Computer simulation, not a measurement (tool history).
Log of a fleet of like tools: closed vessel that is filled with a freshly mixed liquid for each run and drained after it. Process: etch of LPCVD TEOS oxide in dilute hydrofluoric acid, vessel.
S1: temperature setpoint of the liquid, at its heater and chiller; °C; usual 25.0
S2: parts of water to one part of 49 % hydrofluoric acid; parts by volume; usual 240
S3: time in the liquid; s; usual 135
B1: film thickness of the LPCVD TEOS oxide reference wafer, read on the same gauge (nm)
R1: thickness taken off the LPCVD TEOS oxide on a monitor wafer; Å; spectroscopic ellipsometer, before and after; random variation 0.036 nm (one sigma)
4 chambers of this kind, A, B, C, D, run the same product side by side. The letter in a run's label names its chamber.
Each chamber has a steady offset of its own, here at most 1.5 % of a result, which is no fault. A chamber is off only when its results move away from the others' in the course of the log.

run   hour    S1   S2   S3       B1      R1
 1C    8.4  25.0  240  135   99.994  84.320
 2B   18.2  25.0  240  135   99.985  83.897
 3D   24.3  25.0  240  135   99.999  83.541
 4A   30.6  25.0  240  135   99.994  83.090
 5A   39.6  25.0  240  135   99.996  83.520
 6D   45.3  25.0  240  135   99.994  83.552
 7B   53.0  25.0  240  135   99.981  83.527
 8C   61.4  25.0  240  135  100.010  83.517
 9D   66.9  25.0  240  135  100.010  83.263
10B   75.6  25.0  240  135  100.010  84.026
11A   84.4  23.5  240  135  100.020  78.344
12C   90.9  23.5  240  135   99.988  79.509
13A   98.5  23.5  240  135  100.010  78.205
14C  107.6  23.5  240  135  100.010  79.490
15B  116.7  25.0  240  135  100.000  83.518
16D  125.2  25.0  240  135  100.010  82.622
17D  135.2  22.0  240   60   99.996  32.891
18C  144.3  22.0  240   60   99.997  33.251
19A  152.9  22.0  240   60  100.000  32.884
20B  159.4  22.0  240   60  100.010  33.186
21D  165.3  25.0  240  135   99.991  81.871
22C  172.3  25.0  240  135   99.993  83.454
23B  181.7  25.0  240  135   99.993  82.810
24A  191.3  25.0  240  135  100.040  82.654
25A  199.9  25.0  240  135  100.000  82.480
26C  207.9  25.0  240  135  100.010  83.924
27B  215.7  25.0  240  135   99.996  83.444
28D  223.5  25.0  240  135  100.010  80.873
29A  228.4  25.0  240  135  100.030  82.112

What goes on in this fleet: one chamber off, a drifting gauge, or nothing beyond the chambers' own small offsets? Name the chamber and the cause, if any.

Chamber D drifts away from the others.
Cause: hydrofluoric acid flow below the setpoint (%) = 3.13.
The log may not tell that from: liquid colder than its thermometer reads (K).

Here are 4 candidates for chamber D's next run, each the usual settings with a change, their results left as question marks. Which one brings its results back in line with what the others give on the usual settings?
In line means no further than this from the other chambers' mean on the usual settings: R1 1.200 Å
30D-1  235.7  26.0  240  135       ?
30D-2  235.7  25.0  245  130       ?
30D-3  235.7  24.0  240  135       ?
30D-4  235.7  25.0  235  140       ?

The other chambers' mean on the usual settings: R1 83.489 Å
  run      R1
30D-1  83.659
30D-2  75.762
30D-3  77.881
30D-4  85.957
30D-1 brings the chamber back in line.

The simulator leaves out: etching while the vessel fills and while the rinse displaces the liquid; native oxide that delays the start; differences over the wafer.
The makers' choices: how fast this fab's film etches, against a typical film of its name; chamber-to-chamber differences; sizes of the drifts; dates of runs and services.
